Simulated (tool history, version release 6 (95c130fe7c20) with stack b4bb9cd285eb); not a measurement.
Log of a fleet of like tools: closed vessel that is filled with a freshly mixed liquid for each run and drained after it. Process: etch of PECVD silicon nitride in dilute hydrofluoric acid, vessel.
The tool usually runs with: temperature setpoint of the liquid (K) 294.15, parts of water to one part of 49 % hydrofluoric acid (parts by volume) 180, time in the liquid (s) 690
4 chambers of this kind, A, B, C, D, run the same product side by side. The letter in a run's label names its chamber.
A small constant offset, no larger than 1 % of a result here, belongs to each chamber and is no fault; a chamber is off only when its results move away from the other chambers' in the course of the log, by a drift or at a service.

| run | hour | temperature setpoint of the liquid (K) | parts of water to one part of 49 % hydrofluoric acid (parts by volume) | time in the liquid (s) | hours since the thermometer was replaced | hours since the hydrofluoric acid flow meter was replaced | read-back film thickness of the PECVD silicon nitride reference wafer, read on the same gauge (nm) | thickness taken off the PECVD silicon nitride on a monitor wafer (Å) |
|---|---|---|---|---|---|---|---|---|
| 1C | 9.6 | 294.15 | 180 | 690 | 615 | 330.5 | 79.968 | 54.425 |
| 2B | 16.7 | 294.15 | 180 | 690 | 198.1 | 1343.3 | 79.992 | 55.263 |
| 3A | 23 | 294.15 | 180 | 690 | 625.3 | 1089.6 | 80.048 | 53.816 |
| 4D | 28.9 | 294.15 | 180 | 690 | 35.2 | 1707.8 | 79.988 | 54.716 |
| 5D | 33.9 | 294.15 | 180 | 690 | 40.2 | 1712.8 | 79.971 | 55.357 |
| 6B | 43 | 294.15 | 230 | 690 | 224.4 | 1369.6 | 80.007 | 42.97 |
| 7A | 48.7 | 294.15 | 230 | 690 | 651 | 1115.3 | 80.05 | 42.563 |
| 8C | 55.8 | 294.15 | 230 | 690 | 661.2 | 376.7 | 79.979 | 42.985 |
| 9B | 63.4 | 294.15 | 230 | 690 | 244.8 | 1390 | 79.968 | 43.067 |
| 10D | 72.8 | 294.15 | 180 | 690 | 79.1 | 1751.7 | 80.021 | 54.957 |
| 11C | 78.8 | 294.15 | 180 | 690 | 684.2 | 399.7 | 80.03 | 53.527 |
| 12A | 85.4 | 294.15 | 180 | 690 | 687.7 | 1152 | 80.01 | 54.596 |
| 13D | 93.2 | 294.15 | 180 | 690 | 99.5 | 1772.1 | 80.008 | 54.972 |
| 14A | 100.3 | 294.15 | 180 | 690 | 702.6 | 1166.9 | 79.989 | 53.809 |
| 15B | 105.1 | 294.15 | 180 | 690 | 286.5 | 1431.7 | 79.991 | 54.274 |
| 16C | 109.7 | 294.15 | 180 | 690 | 715.1 | 430.6 | 79.975 | 53.319 |
| 17B | 118.7 | 294.15 | 180 | 690 | 300.1 | 1445.3 | 80.024 | 54.077 |
| 18C | 124.5 | 294.15 | 180 | 690 | 729.9 | 445.4 | 80.011 | 53.477 |
| 19A | 134.1 | 294.15 | 180 | 690 | 736.4 | 1200.7 | 79.971 | 54.471 |
| 20D | 140 | 294.15 | 180 | 690 | 146.3 | 1818.9 | 80.008 | 54.776 |
| 21C | 147.1 | 294.15 | 180 | 690 | 752.5 | 468 | 79.99 | 53.456 |
|  | 148.3 | chamber C: hydrofluoric acid flow meter replaced |
| 22A | 152.8 | 294.15 | 180 | 690 | 755.1 | 1219.4 | 80.05 | 54.304 |
| 23D | 161.6 | 294.15 | 180 | 690 | 167.9 | 1840.5 | 79.99 | 54.822 |
| 24B | 168.4 | 294.15 | 150 | 690 | 349.8 | 1495 | 79.992 | 64.858 |
| 25C | 174.4 | 294.15 | 150 | 690 | 779.8 | 26.2 | 80.012 | 62.944 |
| 26D | 180 | 294.15 | 150 | 690 | 186.3 | 1858.9 | 79.989 | 65.947 |
| 27B | 187.3 | 294.15 | 150 | 690 | 368.7 | 1513.9 | 79.972 | 65.037 |
| 28A | 194.6 | 294.15 | 180 | 690 | 796.9 | 1261.2 | 79.997 | 53.917 |
| 29A | 202.6 | 294.15 | 180 | 690 | 804.9 | 1269.2 | 79.928 | 53.893 |
| 30D | 211.9 | 294.15 | 180 | 690 | 218.2 | 1890.8 | 79.977 | 55.383 |
| 31C | 218.4 | 294.15 | 180 | 690 | 823.8 | 70.2 | 80.015 | 53.129 |
| 32B | 227 | 294.15 | 180 | 690 | 408.4 | 1553.6 | 79.996 | 54.787 |
| 33C | 233.4 | 294.15 | 180 | 690 | 838.8 | 85.2 | 79.943 | 53.119 |
| 34A | 239.1 | 294.15 | 180 | 690 | 841.4 | 1305.7 | 80.009 | 54.028 |
| 35D | 244.3 | 294.15 | 180 | 690 | 250.6 | 1923.2 | 80.026 | 55.957 |
| 36B | 252.1 | 294.15 | 180 | 690 | 433.5 | 1578.7 | 80.026 | 54.4 |
| 37D | 259.2 | 294.15 | 180 | 690 | 265.5 | 1938.1 | 79.977 | 54.243 |
| 38A | 268.3 | 294.15 | 180 | 690 | 870.6 | 1334.9 | 80.019 | 54.122 |
| 39B | 278 | 294.15 | 180 | 690 | 459.4 | 1604.6 | 80.053 | 54.547 |
| 40C | 283 | 294.15 | 180 | 290 | 888.4 | 134.8 | 79.96 | 22.005 |

All 4 chambers run these settings next. Forecast each chamber's results:
| 41A | 290 | 294.15 | 180 | 690 |  |  |  | ? |
| 41B | 290 | 294.15 | 180 | 690 |  |  |  | ? |
| 41C | 290 | 294.15 | 180 | 690 |  |  |  | ? |
| 41D | 290 | 294.15 | 180 | 690 |  |  |  | ? |

| run | thickness taken off the PECVD silicon nitride on a monitor wafer (Å) |
|---|---|
| 41A | 53.998 |
| 41B | 55.214 |
| 41C | 52.101 |
| 41D | 55.314 |

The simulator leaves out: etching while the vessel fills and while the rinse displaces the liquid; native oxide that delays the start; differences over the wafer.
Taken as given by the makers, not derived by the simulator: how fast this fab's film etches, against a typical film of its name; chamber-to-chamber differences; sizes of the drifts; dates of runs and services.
